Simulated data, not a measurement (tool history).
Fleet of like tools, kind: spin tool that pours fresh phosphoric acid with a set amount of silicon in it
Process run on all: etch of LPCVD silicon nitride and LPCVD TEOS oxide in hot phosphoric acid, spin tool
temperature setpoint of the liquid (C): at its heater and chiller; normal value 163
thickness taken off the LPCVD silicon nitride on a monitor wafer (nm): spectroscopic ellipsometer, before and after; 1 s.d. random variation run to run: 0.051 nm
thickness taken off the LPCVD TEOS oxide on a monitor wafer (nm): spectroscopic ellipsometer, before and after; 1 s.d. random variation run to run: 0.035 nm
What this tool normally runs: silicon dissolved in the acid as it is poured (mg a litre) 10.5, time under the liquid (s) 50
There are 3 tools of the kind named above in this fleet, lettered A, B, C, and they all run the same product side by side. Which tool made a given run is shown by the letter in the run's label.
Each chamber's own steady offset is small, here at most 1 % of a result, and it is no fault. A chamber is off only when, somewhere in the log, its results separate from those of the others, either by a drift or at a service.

run,hour,temperature setpoint of the liquid (C),silicon dissolved in the acid as it is poured (mg a litre),time under the liquid (s),hours since the thermometer was replaced,hours since the dissolved silicon flow meter was replaced,hours since the heated supply line was repaired,"read-back film thickness of the LPCVD silicon nitride reference wafer, read on the same gauge (nm)","read-back film thickness of the LPCVD TEOS oxide reference wafer, read on the same gauge (nm)",thickness taken off the LPCVD silicon nitride on a monitor wafer (nm),thickness taken off the LPCVD TEOS oxide on a monitor wafer (nm)
1A,4.2,163,10.5,50,856.8,1167.3,508.7,70.019,50.014,5.3027,0.24848
2B,10,163,10.5,50,1527.6,585.6,851.1,69.994,49.997,5.3782,0.29152
3C,15.1,163,10.5,50,1825.7,163.8,2649.4,70.022,50.014,5.2233,0.28194
4B,20.1,163,10.5,50,1537.7,595.7,861.2,69.994,50.014,5.3208,0.25254
5C,25.6,163,10.5,50,1836.2,174.3,2659.9,69.99,49.984,5.3589,0.25871
6A,30.3,163,10.5,50,882.9,1193.4,534.8,69.996,50.012,5.3446,0.24071
7C,34.2,163,10.5,50,1844.8,182.9,2668.5,69.98,50.028,5.2724,0.20009
8A,38.5,163,10.5,50,891.1,1201.6,543,69.984,50.004,5.393,0.21061
9B,42.3,163,10.5,50,1559.9,617.9,883.4,69.988,49.976,5.3031,0.23221
10B,49.7,163,10.5,50,1567.3,625.3,890.8,69.986,50.03,5.3041,0.32681
11A,55.3,163,10.5,50,907.9,1218.4,559.8,70.016,50.023,5.1699,0.24198
12C,58.8,163,10.5,50,1869.4,207.5,2693.1,70.01,50.027,5.2737,0.25678
13C,65.1,163,10.5,50,1875.7,213.8,2699.4,70.005,50.008,5.3094,0.24428
14A,72.3,163,10.5,60,924.9,1235.4,576.8,70.007,50.014,6.355,0.34623
15B,77.3,163,10.5,60,1594.9,652.9,918.4,70.013,50.022,6.3863,0.32921
16B,83.5,163,10.5,60,1601.1,659.1,924.6,70.007,49.99,6.2851,0.34356
17A,87.7,163,10.5,50,940.3,1250.8,592.2,69.991,49.992,5.2855,0.25037
18C,93.8,163,10.5,50,1904.4,242.5,2728.1,70.009,50.005,5.2559,0.21736
19C,99.8,163,10.5,50,1910.4,248.5,2734.1,69.976,50.008,5.2177,0.25661
20B,106.1,163,10.5,65,1623.7,681.7,947.2,70.013,50.014,6.7902,0.33839
21A,112.5,163,10.5,65,965.1,1275.6,617,69.984,49.976,6.7923,0.35025
22B,117.5,163,10.5,65,1635.1,693.1,958.6,69.988,50.009,6.8596,0.39168
23C,122.6,161.5,10.5,60,1933.2,271.3,2756.9,70.009,49.956,5.9543,0.25447
24A,128.8,161.5,10.5,60,981.4,1291.9,633.3,70.003,50.009,5.9451,0.27155
25C,133.8,161.5,10.5,60,1944.4,282.5,2768.1,69.991,49.987,6.0812,0.29874
26B,138.1,166,10.5,80,1655.7,713.7,979.2,69.987,50.015,9.3316,0.54484
27A,144.5,166,10.5,80,997.1,1307.6,649,69.996,49.951,9.3245,0.58938
28C,149.4,166,10.5,80,1960,298.1,2783.7,69.984,50.009,9.2614,0.4998
29A,153.9,163,10.5,50,1006.5,1317,658.4,70.016,50.002,5.2365,0.21211

The same settings go to every chamber for the next run, one line per chamber below. Forecast the results for each:
30A,159.2,163,10.5,50,,,,,,?,?
30B,159.2,163,10.5,50,,,,,,?,?
30C,159.2,163,10.5,50,,,,,,?,?

run,thickness taken off the LPCVD silicon nitride on a monitor wafer (nm),thickness taken off the LPCVD TEOS oxide on a monitor wafer (nm)
30A,5.288,0.27837
30B,5.3105,0.27604
30C,5.3347,0.27041
